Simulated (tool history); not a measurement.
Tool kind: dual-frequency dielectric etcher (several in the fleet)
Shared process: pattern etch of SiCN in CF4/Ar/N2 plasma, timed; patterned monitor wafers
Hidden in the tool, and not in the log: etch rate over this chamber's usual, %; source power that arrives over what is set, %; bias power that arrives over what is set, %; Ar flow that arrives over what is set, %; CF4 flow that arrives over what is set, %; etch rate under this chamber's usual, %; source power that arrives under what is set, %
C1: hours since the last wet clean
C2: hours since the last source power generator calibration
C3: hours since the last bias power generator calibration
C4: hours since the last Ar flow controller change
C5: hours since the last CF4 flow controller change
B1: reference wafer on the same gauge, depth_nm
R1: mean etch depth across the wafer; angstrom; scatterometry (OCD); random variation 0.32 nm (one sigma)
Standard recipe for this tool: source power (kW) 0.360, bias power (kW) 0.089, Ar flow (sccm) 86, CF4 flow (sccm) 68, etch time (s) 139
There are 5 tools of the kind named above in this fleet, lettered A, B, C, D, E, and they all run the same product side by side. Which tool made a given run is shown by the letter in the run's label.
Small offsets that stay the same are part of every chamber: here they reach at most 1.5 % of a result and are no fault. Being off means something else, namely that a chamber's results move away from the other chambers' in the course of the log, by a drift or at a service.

{"run": "1B", "hour": 7.4, "source power (kW)": 0.36, "bias power (kW)": 0.089, "Ar flow (sccm)": 86, "CF4 flow (sccm)": 68, "etch time (s)": 139, "C1": 233.5, "C2": 1099.2, "C3": 1454.9, "C4": 2195.3, "C5": 3432.6, "B1": 105.05, "R1": 1097.5}
{"run": "2E", "hour": 15.8, "source power (kW)": 0.36, "bias power (kW)": 0.089, "Ar flow (sccm)": 86, "CF4 flow (sccm)": 68, "etch time (s)": 139, "C1": 222.3, "C2": 2316.5, "C3": 251.6, "C4": 47.6, "C5": 1965.3, "B1": 105.0, "R1": 1080.5}
{"run": "3A", "hour": 20.1, "source power (kW)": 0.36, "bias power (kW)": 0.089, "Ar flow (sccm)": 86, "CF4 flow (sccm)": 68, "etch time (s)": 139, "C1": 150.3, "C2": 77.9, "C3": 1053.3, "C4": 1313.6, "C5": 3002.0, "B1": 105.02, "R1": 1064.7}
{"run": "4C", "hour": 26.7, "source power (kW)": 0.36, "bias power (kW)": 0.089, "Ar flow (sccm)": 86, "CF4 flow (sccm)": 68, "etch time (s)": 139, "C1": 94.8, "C2": 3716.9, "C3": 1299.5, "C4": 2377.8, "C5": 3340.6, "B1": 105.02, "R1": 1087.3}
{"run": "5D", "hour": 33.4, "source power (kW)": 0.36, "bias power (kW)": 0.089, "Ar flow (sccm)": 86, "CF4 flow (sccm)": 68, "etch time (s)": 139, "C1": 323.3, "C2": 1927.5, "C3": 86.2, "C4": 3633.9, "C5": 659.7, "B1": 105.11, "R1": 1085.3}
{"run": "6A", "hour": 41.6, "source power (kW)": 0.36, "bias power (kW)": 0.089, "Ar flow (sccm)": 86, "CF4 flow (sccm)": 68, "etch time (s)": 139, "C1": 171.8, "C2": 99.4, "C3": 1074.8, "C4": 1335.1, "C5": 3023.5, "B1": 104.96, "R1": 1068.4}
{"hour": 43.9, "done": "chamber D: Ar flow controller replaced"}
{"hour": 49.2, "done": "chamber E: CF4 flow controller replaced"}
{"run": "7E", "hour": 49.5, "source power (kW)": 0.36, "bias power (kW)": 0.089, "Ar flow (sccm)": 86, "CF4 flow (sccm)": 68, "etch time (s)": 139, "C1": 256.0, "C2": 2350.2, "C3": 285.3, "C4": 81.3, "C5": 0.3, "B1": 105.04, "R1": 1077.9}
{"run": "8C", "hour": 55.9, "source power (kW)": 0.36, "bias power (kW)": 0.089, "Ar flow (sccm)": 86, "CF4 flow (sccm)": 68, "etch time (s)": 139, "C1": 124.0, "C2": 3746.1, "C3": 1328.7, "C4": 2407.0, "C5": 3369.8, "B1": 105.0, "R1": 1091.1}
{"run": "9D", "hour": 62.7, "source power (kW)": 0.36, "bias power (kW)": 0.089, "Ar flow (sccm)": 86, "CF4 flow (sccm)": 68, "etch time (s)": 139, "C1": 352.6, "C2": 1956.8, "C3": 115.5, "C4": 18.8, "C5": 689.0, "B1": 104.97, "R1": 1078.8}
{"run": "10B", "hour": 68.3, "source power (kW)": 0.36, "bias power (kW)": 0.089, "Ar flow (sccm)": 86, "CF4 flow (sccm)": 68, "etch time (s)": 139, "C1": 294.4, "C2": 1160.1, "C3": 1515.8, "C4": 2256.2, "C5": 3493.5, "B1": 104.96, "R1": 1084.0}
{"run": "11B", "hour": 75.2, "source power (kW)": 0.36, "bias power (kW)": 0.089, "Ar flow (sccm)": 86, "CF4 flow (sccm)": 68, "etch time (s)": 139, "C1": 301.3, "C2": 1167.0, "C3": 1522.7, "C4": 2263.1, "C5": 3500.4, "B1": 104.99, "R1": 1079.9}
{"run": "12A", "hour": 81.9, "source power (kW)": 0.36, "bias power (kW)": 0.089, "Ar flow (sccm)": 86, "CF4 flow (sccm)": 68, "etch time (s)": 139, "C1": 212.1, "C2": 139.7, "C3": 1115.1, "C4": 1375.4, "C5": 3063.8, "B1": 105.01, "R1": 1068.6}
{"run": "13D", "hour": 90.4, "source power (kW)": 0.36, "bias power (kW)": 0.089, "Ar flow (sccm)": 86, "CF4 flow (sccm)": 68, "etch time (s)": 139, "C1": 380.3, "C2": 1984.5, "C3": 143.2, "C4": 46.5, "C5": 716.7, "B1": 104.99, "R1": 1082.9}
{"run": "14C", "hour": 96.2, "source power (kW)": 0.36, "bias power (kW)": 0.089, "Ar flow (sccm)": 86, "CF4 flow (sccm)": 68, "etch time (s)": 139, "C1": 164.3, "C2": 3786.4, "C3": 1369.0, "C4": 2447.3, "C5": 3410.1, "B1": 105.02, "R1": 1089.1}
{"run": "15E", "hour": 100.6, "source power (kW)": 0.36, "bias power (kW)": 0.089, "Ar flow (sccm)": 86, "CF4 flow (sccm)": 68, "etch time (s)": 139, "C1": 307.1, "C2": 2401.3, "C3": 336.4, "C4": 132.4, "C5": 51.4, "B1": 105.02, "R1": 1075.5}
{"run": "16E", "hour": 106.5, "source power (kW)": 0.36, "bias power (kW)": 0.089, "Ar flow (sccm)": 86, "CF4 flow (sccm)": 68, "etch time (s)": 139, "C1": 313.0, "C2": 2407.2, "C3": 342.3, "C4": 138.3, "C5": 57.3, "B1": 104.98, "R1": 1072.6}
{"run": "17C", "hour": 111.0, "source power (kW)": 0.36, "bias power (kW)": 0.089, "Ar flow (sccm)": 86, "CF4 flow (sccm)": 68, "etch time (s)": 139, "C1": 179.1, "C2": 3801.2, "C3": 1383.8, "C4": 2462.1, "C5": 3424.9, "B1": 104.94, "R1": 1087.9}
{"run": "18D", "hour": 118.4, "source power (kW)": 0.33, "bias power (kW)": 0.089, "Ar flow (sccm)": 86, "CF4 flow (sccm)": 81, "etch time (s)": 139, "C1": 408.3, "C2": 2012.5, "C3": 171.2, "C4": 74.5, "C5": 744.7, "B1": 104.98, "R1": 1025.6}
{"run": "19B", "hour": 126.4, "source power (kW)": 0.33, "bias power (kW)": 0.089, "Ar flow (sccm)": 86, "CF4 flow (sccm)": 81, "etch time (s)": 139, "C1": 352.5, "C2": 1218.2, "C3": 1573.9, "C4": 2314.3, "C5": 3551.6, "B1": 104.96, "R1": 1010.4}
{"hour": 127.4, "done": "chamber E: source power generator calibrated"}
{"run": "20A", "hour": 132.2, "source power (kW)": 0.33, "bias power (kW)": 0.089, "Ar flow (sccm)": 86, "CF4 flow (sccm)": 81, "etch time (s)": 139, "C1": 262.4, "C2": 190.0, "C3": 1165.4, "C4": 1425.7, "C5": 3114.1, "B1": 104.95, "R1": 1010.9}
{"run": "21D", "hour": 139.2, "source power (kW)": 0.33, "bias power (kW)": 0.089, "Ar flow (sccm)": 86, "CF4 flow (sccm)": 81, "etch time (s)": 139, "C1": 429.1, "C2": 2033.3, "C3": 192.0, "C4": 95.3, "C5": 765.5, "B1": 104.97, "R1": 1035.2}
{"run": "22E", "hour": 143.1, "source power (kW)": 0.33, "bias power (kW)": 0.089, "Ar flow (sccm)": 86, "CF4 flow (sccm)": 81, "etch time (s)": 139, "C1": 349.6, "C2": 15.7, "C3": 378.9, "C4": 174.9, "C5": 93.9, "B1": 105.0, "R1": 1015.8}
{"run": "23A", "hour": 149.6, "source power (kW)": 0.36, "bias power (kW)": 0.089, "Ar flow (sccm)": 86, "CF4 flow (sccm)": 68, "etch time (s)": 139, "C1": 279.8, "C2": 207.4, "C3": 1182.8, "C4": 1443.1, "C5": 3131.5, "B1": 104.99, "R1": 1068.4}
{"hour": 151.0, "done": "chamber B: wet clean of the chamber"}
{"run": "24C", "hour": 156.7, "source power (kW)": 0.39, "bias power (kW)": 0.099, "Ar flow (sccm)": 86, "CF4 flow (sccm)": 68, "etch time (s)": 139, "C1": 224.8, "C2": 3846.9, "C3": 1429.5, "C4": 2507.8, "C5": 3470.6, "B1": 105.02, "R1": 1208.8}
{"run": "25B", "hour": 161.6, "source power (kW)": 0.39, "bias power (kW)": 0.099, "Ar flow (sccm)": 86, "CF4 flow (sccm)": 68, "etch time (s)": 139, "C1": 10.7, "C2": 1253.4, "C3": 1609.1, "C4": 2349.5, "C5": 3586.8, "B1": 105.06, "R1": 1185.8}
{"run": "26E", "hour": 165.7, "source power (kW)": 0.39, "bias power (kW)": 0.099, "Ar flow (sccm)": 86, "CF4 flow (sccm)": 68, "etch time (s)": 139, "C1": 372.2, "C2": 38.3, "C3": 401.5, "C4": 197.5, "C5": 116.5, "B1": 105.05, "R1": 1197.5}
{"run": "27D", "hour": 170.6, "source power (kW)": 0.39, "bias power (kW)": 0.099, "Ar flow (sccm)": 86, "CF4 flow (sccm)": 68, "etch time (s)": 139, "C1": 460.5, "C2": 2064.7, "C3": 223.4, "C4": 126.7, "C5": 796.9, "B1": 105.07, "R1": 1204.9}
{"run": "28B", "hour": 179.3, "source power (kW)": 0.39, "bias power (kW)": 0.099, "Ar flow (sccm)": 86, "CF4 flow (sccm)": 68, "etch time (s)": 139, "C1": 28.4, "C2": 1271.1, "C3": 1626.8, "C4": 2367.2, "C5": 3604.5, "B1": 104.92, "R1": 1175.0}
{"run": "29C", "hour": 185.2, "source power (kW)": 0.36, "bias power (kW)": 0.089, "Ar flow (sccm)": 86, "CF4 flow (sccm)": 68, "etch time (s)": 139, "C1": 253.3, "C2": 3875.4, "C3": 1458.0, "C4": 2536.3, "C5": 3499.1, "B1": 104.93, "R1": 1087.8}
{"run": "30A", "hour": 194.0, "source power (kW)": 0.36, "bias power (kW)": 0.089, "Ar flow (sccm)": 86, "CF4 flow (sccm)": 68, "etch time (s)": 139, "C1": 324.2, "C2": 251.8, "C3": 1227.2, "C4": 1487.5, "C5": 3175.9, "B1": 104.99, "R1": 1067.6}

Decide between three cases: one chamber stands off from its peers, the gauge reading all wafers drifts, or nothing is wrong past each chamber's small offset. Where a chamber is off, say which and what most likely put it there.

Chamber B drifts away from the others.
Likeliest cause: source power that arrives under what is set, % = 4.6.

Which of the 4 candidates below, each the usual settings with something changed and its results left as question marks, puts chamber B back in line with what the other chambers give on the usual settings?
Maximum distance from the other chambers' mean on the usual settings for a result to count as in line: R1 11.0 angstrom
{"run": "31B-1", "hour": 200.4, "source power (kW)": 0.36, "bias power (kW)": 0.078, "Ar flow (sccm)": 90, "CF4 flow (sccm)": 65, "etch time (s)": 139, "R1": "?"}
{"run": "31B-2", "hour": 200.4, "source power (kW)": 0.36, "bias power (kW)": 0.089, "Ar flow (sccm)": 86, "CF4 flow (sccm)": 68, "etch time (s)": 135, "R1": "?"}
{"run": "31B-3", "hour": 200.4, "source power (kW)": 0.36, "bias power (kW)": 0.096, "Ar flow (sccm)": 86, "CF4 flow (sccm)": 68, "etch time (s)": 139, "R1": "?"}
{"run": "31B-4", "hour": 200.4, "source power (kW)": 0.36, "bias power (kW)": 0.1, "Ar flow (sccm)": 82, "CF4 flow (sccm)": 71, "etch time (s)": 139, "R1": "?"}

On the usual settings, the other chambers give on average: R1 1079.4 angstrom
run=31B-1 R1=987.2
run=31B-2 R1=1018.4
run=31B-3 R1=1078.2
run=31B-4 R1=1107.0
It is 31B-3 that realigns the chamber with its peers.
